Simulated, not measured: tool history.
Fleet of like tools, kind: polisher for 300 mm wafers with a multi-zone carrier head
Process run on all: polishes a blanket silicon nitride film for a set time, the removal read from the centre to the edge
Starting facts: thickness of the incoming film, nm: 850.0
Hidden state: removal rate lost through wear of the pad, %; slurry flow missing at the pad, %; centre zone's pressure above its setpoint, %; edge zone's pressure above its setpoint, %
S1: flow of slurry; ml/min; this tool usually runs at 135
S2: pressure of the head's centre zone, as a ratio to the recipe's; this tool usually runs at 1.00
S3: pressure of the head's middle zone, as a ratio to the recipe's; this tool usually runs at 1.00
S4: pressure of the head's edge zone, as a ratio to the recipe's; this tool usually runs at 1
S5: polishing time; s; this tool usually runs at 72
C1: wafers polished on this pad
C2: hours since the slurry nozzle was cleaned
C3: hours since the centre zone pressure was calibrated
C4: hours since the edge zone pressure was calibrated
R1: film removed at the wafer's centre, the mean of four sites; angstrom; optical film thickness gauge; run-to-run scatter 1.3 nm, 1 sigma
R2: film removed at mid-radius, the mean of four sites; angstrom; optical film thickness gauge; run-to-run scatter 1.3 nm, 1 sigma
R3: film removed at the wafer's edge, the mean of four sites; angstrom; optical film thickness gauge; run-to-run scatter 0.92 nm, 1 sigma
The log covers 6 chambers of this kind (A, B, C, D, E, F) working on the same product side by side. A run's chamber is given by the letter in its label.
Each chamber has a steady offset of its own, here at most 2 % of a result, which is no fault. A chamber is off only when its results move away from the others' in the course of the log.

| run | day | S1 | S2 | S3 | S4 | S5 | C1 | C2 | C3 | C4 | R1 | R2 | R3 |
|---|---|---|---|---|---|---|---|---|---|---|---|---|---|
| 1C | 0.300 | 135 | 1.00 | 1.00 | 1 | 72 | 104 | 189.9 | 711.7 | 281.8 | 1185.4 | 1174.8 | 1193.8 |
| 2B | 0.633 | 135 | 1.00 | 1.00 | 1 | 72 | 403 | 20.2 | 1017.9 | 1074.9 | 1155.3 | 1186.3 | 1182.2 |
| 3D | 1.071 | 135 | 1.00 | 1.00 | 1 | 72 | 627 | 102.4 | 440.7 | 123.2 | 1185.6 | 1178.8 | 1170.5 |
|  | 1.538 | chamber E: centre zone pressure recalibrated |
| 4E | 1.575 | 135 | 1.00 | 1.00 | 1 | 72 | 579 | 716.7 | 0.9 | 916.8 | 1187.1 | 1152.1 | 1191.4 |
|  | 1.888 | chamber E: slurry nozzle cleaned |
|  | 1.888 | chamber D: worn pad replaced by a new one |
|  | 1.950 | chamber C: edge zone pressure recalibrated |
| 5A | 1.975 | 135 | 1.00 | 1.00 | 1 | 72 | 625 | 106.5 | 383.0 | 403.4 | 1192.8 | 1189.5 | 1169.5 |
| 6F | 2.404 | 135 | 1.08 | 1.00 | 1 | 81 | 345 | 403.8 | 498.8 | 237.8 | 1416.7 | 1328.9 | 1309.7 |
|  | 2.550 | chamber E: worn pad replaced by a new one |
| 7C | 2.804 | 135 | 1.08 | 1.00 | 1 | 81 | 447 | 250.0 | 771.8 | 20.6 | 1424.6 | 1330.7 | 1349.4 |
|  | 3.071 | chamber B: worn pad replaced by a new one |
| 8A | 3.346 | 135 | 1.08 | 1.00 | 1 | 81 | 813 | 139.4 | 415.9 | 436.3 | 1452.9 | 1335.8 | 1329.6 |
|  | 3.496 | chamber F: worn pad replaced by a new one |
|  | 3.646 | chamber B: edge zone pressure recalibrated |
| 9E | 3.717 | 135 | 1.08 | 1.00 | 1 | 81 | 160 | 43.9 | 52.3 | 968.2 | 1445.7 | 1312.3 | 1364.1 |
|  | 4.204 | chamber C: centre zone pressure recalibrated |
| 10B | 4.208 | 135 | 1.08 | 1.00 | 1 | 81 | 155 | 106.0 | 1103.7 | 13.6 | 1442.3 | 1350.3 | 1339.5 |
| 11F | 4.529 | 135 | 1.08 | 1.00 | 1 | 81 | 141 | 454.8 | 549.8 | 288.8 | 1421.6 | 1314.1 | 1311.9 |
|  | 4.712 | chamber C: slurry nozzle cleaned |
| 12D | 4.921 | 135 | 1.00 | 1.00 | 1 | 72 | 415 | 194.8 | 533.1 | 215.6 | 1169.4 | 1184.5 | 1157.0 |
|  | 5.096 | chamber C: worn pad replaced by a new one |
|  | 5.304 | chamber F: slurry nozzle cleaned |
| 13F | 5.546 | 135 | 1.00 | 1.00 | 1 | 72 | 280 | 5.9 | 574.2 | 313.2 | 1162.9 | 1184.9 | 1163.5 |
| 14D | 5.888 | 135 | 1.00 | 1.00 | 1 | 72 | 547 | 218.0 | 556.3 | 238.8 | 1163.7 | 1177.2 | 1164.5 |
| 15C | 6.379 | 135 | 0.89 | 1.10 | 1 | 72 | 176 | 40.0 | 52.2 | 106.4 | 1033.2 | 1279.7 | 1193.8 |
|  | 6.442 | chamber F: edge zone pressure recalibrated |
| 16A | 6.829 | 135 | 0.89 | 1.10 | 1 | 72 | 1289 | 223.0 | 499.5 | 519.9 | 1035.0 | 1291.2 | 1172.4 |
| 17E | 7.167 | 135 | 0.89 | 1.10 | 1 | 72 | 632 | 126.7 | 135.1 | 1051.0 | 1026.2 | 1288.1 | 1199.2 |
|  | 7.408 | chamber D: worn pad replaced by a new one |
|  | 7.654 | chamber F: worn pad replaced by a new one |
| 18B | 7.733 | 135 | 0.89 | 1.10 | 1 | 72 | 638 | 190.6 | 1188.3 | 98.2 | 1055.7 | 1267.6 | 1168.4 |
|  | 7.846 | chamber A: worn pad replaced by a new one |
|  | 8.050 | chamber E: worn pad replaced by a new one |
|  | 8.258 | chamber E: edge zone pressure recalibrated |
| 19F | 8.271 | 135 | 0.89 | 1.10 | 1 | 72 | 84 | 71.3 | 639.6 | 44.0 | 1010.1 | 1272.4 | 1190.3 |
| 20A | 8.608 | 135 | 0.89 | 1.10 | 1 | 72 | 104 | 265.7 | 542.2 | 562.6 | 1041.2 | 1292.5 | 1166.0 |
|  | 8.700 | chamber B: worn pad replaced by a new one |
| 21E | 8.996 | 135 | 1.00 | 1.00 | 1 | 72 | 129 | 170.6 | 179.0 | 17.8 | 1181.5 | 1175.5 | 1183.8 |
| 22D | 9.408 | 135 | 1.00 | 1.00 | 1 | 72 | 273 | 302.5 | 640.8 | 323.3 | 1131.6 | 1137.3 | 1159.2 |
| 23B | 9.779 | 135 | 1.00 | 1.00 | 1 | 72 | 148 | 239.7 | 1237.4 | 147.3 | 1192.8 | 1195.9 | 1197.8 |
| 24C | 10.296 | 135 | 1.00 | 1.00 | 1 | 72 | 711 | 134.0 | 146.2 | 200.4 | 1197.5 | 1180.3 | 1198.1 |
|  | 10.583 | chamber C: worn pad replaced by a new one |
| 25B | 10.592 | 135 | 1.00 | 1.00 | 1 | 72 | 259 | 259.2 | 1256.9 | 166.8 | 1190.8 | 1171.1 | 1181.1 |
| 26D | 10.975 | 135 | 1.00 | 1.00 | 1 | 72 | 488 | 340.1 | 678.4 | 360.9 | 1152.8 | 1137.8 | 1150.0 |
|  | 11.329 | chamber D: edge zone pressure recalibrated |
|  | 11.404 | chamber F: worn pad replaced by a new one |
| 27F | 11.608 | 135 | 1.00 | 1.00 | 1 | 72 | 28 | 151.4 | 719.7 | 124.1 | 1179.7 | 1210.7 | 1192.7 |
| 28E | 12.117 | 135 | 1.00 | 1.00 | 1 | 72 | 556 | 245.5 | 253.9 | 92.7 | 1153.1 | 1184.8 | 1175.1 |
| 29A | 12.408 | 135 | 1.00 | 1.00 | 1 | 72 | 624 | 356.9 | 633.4 | 653.8 | 1149.6 | 1194.9 | 1189.7 |
| 30C | 13.021 | 135 | 1.00 | 1.04 | 1 | 72 | 333 | 199.4 | 211.6 | 265.8 | 1180.4 | 1218.7 | 1201.4 |
|  | 13.138 | chamber D: worn pad replaced by a new one |
|  | 13.217 | chamber E: worn pad replaced by a new one |
| 31B | 13.558 | 135 | 1.00 | 1.04 | 1 | 72 | 665 | 330.4 | 1328.1 | 238.0 | 1202.6 | 1230.8 | 1196.9 |
| 32F | 13.917 | 135 | 1.00 | 1.04 | 1 | 72 | 343 | 206.8 | 775.1 | 179.5 | 1173.5 | 1198.9 | 1176.1 |
| 33C | 14.396 | 135 | 1.00 | 1.04 | 1 | 72 | 521 | 232.4 | 244.6 | 298.8 | 1184.8 | 1206.7 | 1201.5 |
|  | 14.658 | chamber F: worn pad replaced by a new one |
|  | 14.671 | chamber B: worn pad replaced by a new one |
| 34D | 14.850 | 135 | 1.00 | 1.04 | 1 | 72 | 234 | 433.1 | 771.4 | 84.6 | 1135.7 | 1171.3 | 1126.2 |
|  | 14.988 | chamber C: edge zone pressure recalibrated |
| 35A | 15.200 | 135 | 1.00 | 1.04 | 1 | 72 | 1006 | 423.9 | 700.4 | 720.8 | 1180.7 | 1237.2 | 1201.2 |
|  | 15.342 | chamber C: worn pad replaced by a new one |
| 36E | 15.829 | 135 | 1.00 | 1.00 | 1 | 72 | 357 | 334.6 | 343.0 | 181.8 | 1148.7 | 1206.6 | 1174.9 |
| 37A | 16.217 | 135 | 1.00 | 1.00 | 1 | 72 | 1145 | 448.3 | 724.8 | 745.2 | 1182.7 | 1170.9 | 1174.9 |
|  | 16.496 | chamber B: centre zone pressure recalibrated |
| 38F | 16.808 | 135 | 1.00 | 1.00 | 1 | 72 | 294 | 276.2 | 844.5 | 248.9 | 1170.6 | 1181.8 | 1177.0 |
| 39E | 17.367 | 135 | 1.00 | 1.00 | 1 | 72 | 568 | 371.5 | 379.9 | 218.7 | 1168.6 | 1171.1 | 1195.3 |
| 40C | 17.983 | 135 | 1.05 | 1.00 | 1 | 72 | 361 | 318.5 | 330.7 | 71.9 | 1264.0 | 1169.7 | 1195.5 |
| 41B | 18.604 | 135 | 1.05 | 1.00 | 1 | 72 | 538 | 451.5 | 50.7 | 359.1 | 1245.7 | 1180.1 | 1171.1 |

Has any chamber moved away from the others, gradually or after a service, or does the common gauge drift, or do the chambers differ only by their own small steady offsets? State the chamber and the most likely cause if one applies.

It is chamber D that slowly wanders off from its peers.
What lies behind it: slurry flow missing at the pad, % = 25.6.

Which of the 4 candidates below, each the usual settings with something changed and its results left as question marks, puts chamber D back in line with what the other chambers give on the usual settings?
In line means no further than this from the other chambers' mean on the usual settings: R1 46.0 angstrom; R2 45.0 angstrom; R3 32.0 angstrom
| 42D-1 | 19.058 | 130 | 0.99 | 0.99 | 1.01 | 68 |  |  |  |  | ? | ? | ? |
| 42D-2 | 19.058 | 135 | 1.00 | 1.00 | 1.00 | 73 |  |  |  |  | ? | ? | ? |
| 42D-3 | 19.058 | 140 | 1.01 | 1.01 | 0.99 | 76 |  |  |  |  | ? | ? | ? |
| 42D-4 | 19.058 | 135 | 1.00 | 1.00 | 1.00 | 71 |  |  |  |  | ? | ? | ? |

On the usual settings, the other chambers give on average: R1 1178.7 angstrom; R2 1179.4 angstrom; R3 1183.8 angstrom
| run | R1 | R2 | R3 |
|---|---|---|---|
| 42D-1 | 1006.6 | 1003.5 | 1045.8 |
| 42D-2 | 1106.3 | 1098.9 | 1124.8 |
| 42D-3 | 1178.0 | 1166.2 | 1172.6 |
| 42D-4 | 1076.0 | 1068.8 | 1094.0 |
It is 42D-3 that realigns the chamber with its peers.
